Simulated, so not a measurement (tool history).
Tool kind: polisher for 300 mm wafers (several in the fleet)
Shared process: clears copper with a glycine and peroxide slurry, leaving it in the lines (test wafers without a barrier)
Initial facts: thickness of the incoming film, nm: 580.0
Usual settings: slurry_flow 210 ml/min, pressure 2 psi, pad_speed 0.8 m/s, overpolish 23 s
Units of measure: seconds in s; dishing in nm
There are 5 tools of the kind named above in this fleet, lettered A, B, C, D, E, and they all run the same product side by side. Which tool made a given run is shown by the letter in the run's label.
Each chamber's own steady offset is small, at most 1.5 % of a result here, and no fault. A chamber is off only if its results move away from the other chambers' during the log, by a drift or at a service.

| run | hour | slurry_flow | pressure | pad_speed | overpolish | seconds | dishing |
|---|---|---|---|---|---|---|---|
| 1D | 7.9 | 210 | 2 | 0.8 | 23 | 177.67 | 49.784 |
| 2A | 18 | 210 | 2 | 0.8 | 23 | 174.58 | 51.688 |
| 3C | 24.8 | 210 | 2 | 0.8 | 23 | 172.7 | 51.44 |
| 4E | 33.5 | 210 | 2 | 0.8 | 23 | 175.9 | 51.359 |
| 5B | 41.4 | 210 | 2 | 0.8 | 23 | 177.93 | 52.536 |
|  | 44.5 | chamber D: worn pad replaced by a new one |
| 6E | 47.9 | 210 | 2 | 0.8 | 23 | 173.55 | 52.21 |
| 7B | 54.8 | 210 | 2 | 1.04 | 23 | 146.52 | 62.339 |
| 8C | 62.1 | 210 | 2 | 1.04 | 23 | 143.34 | 60.181 |
| 9D | 67.9 | 210 | 2 | 1.04 | 23 | 143.2 | 60.743 |
|  | 79.1 | chamber A: worn pad replaced by a new one |
| 10A | 79.7 | 210 | 2 | 1.04 | 23 | 141.28 | 60.608 |
|  | 80.9 | chamber E: worn pad replaced by a new one |
|  | 84.1 | chamber B: worn pad replaced by a new one |
| 11A | 87.7 | 210 | 2 | 1.04 | 23 | 143.89 | 59.909 |
| 12C | 93.7 | 210 | 2.4 | 0.8 | 23 | 153.6 | 57.029 |
| 13D | 101.2 | 210 | 2.4 | 0.8 | 23 | 153.02 | 59.147 |
| 14E | 107.9 | 210 | 2.4 | 0.8 | 23 | 154.24 | 60.544 |
|  | 113.9 | chamber B: head pressure recalibrated |
| 15B | 113.9 | 210 | 2.4 | 0.8 | 23 | 153.62 | 60.178 |
| 16D | 125.1 | 210 | 2.4 | 0.8 | 23 | 154.04 | 57.709 |
| 17E | 131.9 | 185 | 2 | 1.02 | 23 | 148.81 | 59.402 |
| 18B | 137.7 | 185 | 2 | 1.02 | 23 | 149.59 | 59.24 |
| 19A | 143.5 | 185 | 2 | 1.02 | 23 | 147.04 | 61.083 |
| 20C | 155 | 185 | 2 | 1.02 | 23 | 153.85 | 57.701 |
| 21A | 163.9 | 185 | 2 | 1.02 | 23 | 148.16 | 58.445 |
|  | 170.8 | chamber B: slurry nozzle cleaned |
| 22C | 171.4 | 210 | 2 | 0.8 | 23 | 177.29 | 48.942 |
|  | 178.1 | chamber B: worn pad replaced by a new one |
| 23B | 181.2 | 210 | 2 | 0.8 | 23 | 176.8 | 52.715 |
| 24E | 190 | 210 | 2 | 0.8 | 23 | 178.97 | 52.857 |
|  | 197.6 | chamber A: worn pad replaced by a new one |
| 25D | 198.6 | 210 | 2 | 0.8 | 23 | 177.52 | 50.594 |
|  | 199.5 | chamber D: worn pad replaced by a new one |
| 26C | 205.4 | 255 | 2 | 0.8 | 30 | 178.11 | 63.337 |
| 27A | 211.1 | 255 | 2 | 0.8 | 30 | 170.32 | 66.463 |
| 28B | 219.5 | 255 | 2 | 0.8 | 30 | 170.41 | 67.676 |
| 29E | 225.1 | 255 | 2 | 0.8 | 30 | 173.04 | 65.755 |
|  | 231.8 | chamber C: head pressure recalibrated |
| 30D | 232.3 | 255 | 2 | 0.8 | 30 | 174.87 | 67.511 |
|  | 237.4 | chamber E: worn pad replaced by a new one |
| 31B | 242.9 | 150 | 2 | 0.8 | 30 | 185.79 | 63.567 |
| 32A | 254.3 | 150 | 2 | 0.8 | 30 | 182.18 | 64.113 |
| 33D | 265.4 | 150 | 2 | 0.8 | 30 | 185.46 | 60.91 |
|  | 270.1 | chamber B: worn pad replaced by a new one |
|  | 270.9 | chamber A: slurry nozzle cleaned |
| 34C | 273 | 150 | 2 | 0.8 | 30 | 194.97 | 60.822 |
| 35E | 280.3 | 150 | 2 | 0.8 | 30 | 183.2 | 62.304 |
| 36E | 290.2 | 210 | 2 | 0.8 | 23 | 176.66 | 51.84 |
| 37B | 298.3 | 210 | 2 | 0.8 | 23 | 178.21 | 51.774 |
|  | 305.3 | chamber D: head pressure recalibrated |
| 38A | 307.3 | 210 | 2 | 0.8 | 23 | 171.94 | 52.003 |
| 39C | 317.3 | 210 | 2 | 0.66 | 35 | 223.48 | 60.219 |
| 40D | 328.9 | 210 | 2 | 0.66 | 35 | 202.24 | 66.373 |
|  | 338.8 | chamber D: worn pad replaced by a new one |
| 41D | 340.8 | 210 | 2 | 0.66 | 35 | 201.81 | 68.809 |
| 42C | 351.3 | 210 | 2 | 0.66 | 35 | 221.48 | 62.424 |

Which is it: a chamber that has drifted or been left off by a service, a gauge drift common to all chambers, or only each chamber's usual small offset? If a chamber is off, name it and its likeliest cause.

It is chamber C that slowly wanders off from its peers.
What lies behind it: removal rate lost through wear of the pad, % = 9.19.
Not necessarily distinguishable in this log from: slurry flow missing at the pad, %.

Below are 4 candidate recipes for chamber C's next run, each the usual settings with a change, their results shown as question marks. Which of them brings C's results back in line with what the other chambers give on the usual settings?
Maximum distance from the other chambers' mean on the usual settings for a result to count as in line: seconds 5.8 s; dishing 3.2 nm
| 43C-1 | 359.8 | 210 | 2.1 | 0.86 | 23 | ? | ? |
| 43C-2 | 359.8 | 215 | 2.2 | 0.88 | 23 | ? | ? |
| 43C-3 | 359.8 | 205 | 1.8 | 0.72 | 23 | ? | ? |
| 43C-4 | 359.8 | 210 | 1.9 | 0.74 | 23 | ? | ? |

The other chambers' mean on the usual settings: seconds 175.92 s; dishing 52.191 nm
| run | seconds | dishing |
|---|---|---|
| 43C-1 | 176.84 | 51.894 |
| 43C-2 | 167.3 | 54.443 |
| 43C-3 | 225.33 | 42.112 |
| 43C-4 | 212.35 | 44.39 |
It is 43C-1 that realigns the chamber with its peers.

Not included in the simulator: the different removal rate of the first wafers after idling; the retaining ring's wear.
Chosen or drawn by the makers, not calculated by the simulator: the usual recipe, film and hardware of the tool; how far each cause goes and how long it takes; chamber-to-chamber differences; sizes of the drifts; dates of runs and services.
